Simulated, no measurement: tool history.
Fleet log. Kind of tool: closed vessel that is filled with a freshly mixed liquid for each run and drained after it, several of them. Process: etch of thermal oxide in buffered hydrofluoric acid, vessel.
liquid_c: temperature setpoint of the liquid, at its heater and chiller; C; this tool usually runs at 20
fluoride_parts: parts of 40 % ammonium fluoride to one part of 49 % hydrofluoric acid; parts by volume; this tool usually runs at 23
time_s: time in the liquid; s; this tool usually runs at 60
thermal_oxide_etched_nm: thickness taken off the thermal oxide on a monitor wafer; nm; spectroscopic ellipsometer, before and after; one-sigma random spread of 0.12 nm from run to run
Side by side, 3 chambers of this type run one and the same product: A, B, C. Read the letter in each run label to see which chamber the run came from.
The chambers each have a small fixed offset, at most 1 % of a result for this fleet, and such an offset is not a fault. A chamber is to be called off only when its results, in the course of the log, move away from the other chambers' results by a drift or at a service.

| run | hour | liquid_c | fluoride_parts | time_s | read-back film thickness of the thermal oxide reference wafer, read on the same gauge (nm) | thermal_oxide_etched_nm |
|---|---|---|---|---|---|---|
| 1A | 16 | 20 | 23 | 60 | 89.994 | 26.196 |
| 2C | 31.4 | 20 | 23 | 60 | 90.011 | 26.39 |
| 3B | 42.2 | 20 | 23 | 60 | 90.021 | 26.441 |
|  | 45.2 | chamber A: thermometer replaced |
| 4C | 54.7 | 20 | 23 | 60 | 89.993 | 26.395 |
| 5A | 67.9 | 20 | 23 | 60 | 89.969 | 26.237 |
| 6B | 77.7 | 20 | 23 | 60 | 90.016 | 26.336 |
| 7B | 91.3 | 20 | 23 | 60 | 90.018 | 26.544 |
| 8C | 99.7 | 20 | 23 | 60 | 90.015 | 26.347 |
| 9A | 111.2 | 20 | 23 | 60 | 89.992 | 26.509 |
| 10B | 118.8 | 20 | 23 | 60 | 89.98 | 26.343 |
| 11C | 129.6 | 20 | 18 | 60 | 89.975 | 31.977 |
| 12A | 144.4 | 20 | 18 | 60 | 90.009 | 31.943 |
| 13B | 160.6 | 20 | 18 | 60 | 89.972 | 32.224 |
| 14A | 173.1 | 20 | 23 | 60 | 89.998 | 26.417 |
| 15C | 185.4 | 20 | 23 | 60 | 89.971 | 26.172 |
| 16B | 194.5 | 20 | 23 | 60 | 89.986 | 26.262 |
| 17A | 208.7 | 20 | 23 | 60 | 90.002 | 26.37 |
| 18C | 217.1 | 20 | 23 | 60 | 90.007 | 25.955 |
| 19B | 232.7 | 20 | 23 | 60 | 90.017 | 26.319 |
| 20A | 243.9 | 20 | 23 | 60 | 90.01 | 26.476 |
| 21C | 253.1 | 20 | 23 | 60 | 89.993 | 25.888 |
| 22C | 266.2 | 20 | 23 | 60 | 89.983 | 26.039 |
| 23A | 278.2 | 23.5 | 23 | 80 | 90.01 | 42.76 |
| 24B | 289.2 | 23.5 | 23 | 80 | 89.991 | 42.656 |
| 25B | 302.1 | 23.5 | 23 | 80 | 89.981 | 42.866 |
| 26A | 312 | 20 | 23 | 60 | 89.976 | 26.021 |
| 27C | 324.4 | 18 | 30 | 60 | 90.022 | 19.119 |
| 28A | 333.3 | 18 | 30 | 60 | 89.994 | 19.567 |
| 29B | 343 | 18 | 30 | 60 | 90 | 19.691 |
| 30C | 353.2 | 23.5 | 23 | 60 | 90.011 | 31.465 |
| 31B | 363.9 | 23.5 | 23 | 60 | 90.002 | 31.967 |
|  | 364.5 | chamber A: hydrofluoric acid flow meter replaced |
| 32A | 372.5 | 23.5 | 23 | 60 | 90.014 | 32.158 |
| 33C | 387.3 | 20 | 23 | 60 | 89.993 | 25.691 |

One chamber off, gauge drift, or nothing amiss beyond the chambers' own small offsets? If it is a chamber, which one, and what is the likeliest cause?

It is chamber C that slowly wanders off from its peers.
Cause: liquid colder than its thermometer reads (K) = 0.508.
Not necessarily distinguishable in this log from: hydrofluoric acid flow below the setpoint (%).

Below are 4 candidate recipes for chamber C's next run, each the usual settings with a change, their results shown as question marks. Which of them brings C's results back in line with what the other chambers give on the usual settings?
A result is in line if it is within this distance of the other chambers' mean on the usual settings: thermal_oxide_etched_nm 0.42 nm
| 34C-1 | 398.9 | 20 | 25 | 60 |  | ? |
| 34C-2 | 398.9 | 19.5 | 23 | 60 |  | ? |
| 34C-3 | 398.9 | 21 | 23 | 60 |  | ? |
| 34C-4 | 398.9 | 20 | 22 | 60 |  | ? |

Other chambers, usual settings, mean: thermal_oxide_etched_nm 26.339 nm
| run | thermal_oxide_etched_nm |
|---|---|
| 34C-1 | 24.172 |
| 34C-2 | 24.861 |
| 34C-3 | 27.098 |
| 34C-4 | 26.375 |
34C-4 is the one that brings the chamber's results back in line with the other chambers.

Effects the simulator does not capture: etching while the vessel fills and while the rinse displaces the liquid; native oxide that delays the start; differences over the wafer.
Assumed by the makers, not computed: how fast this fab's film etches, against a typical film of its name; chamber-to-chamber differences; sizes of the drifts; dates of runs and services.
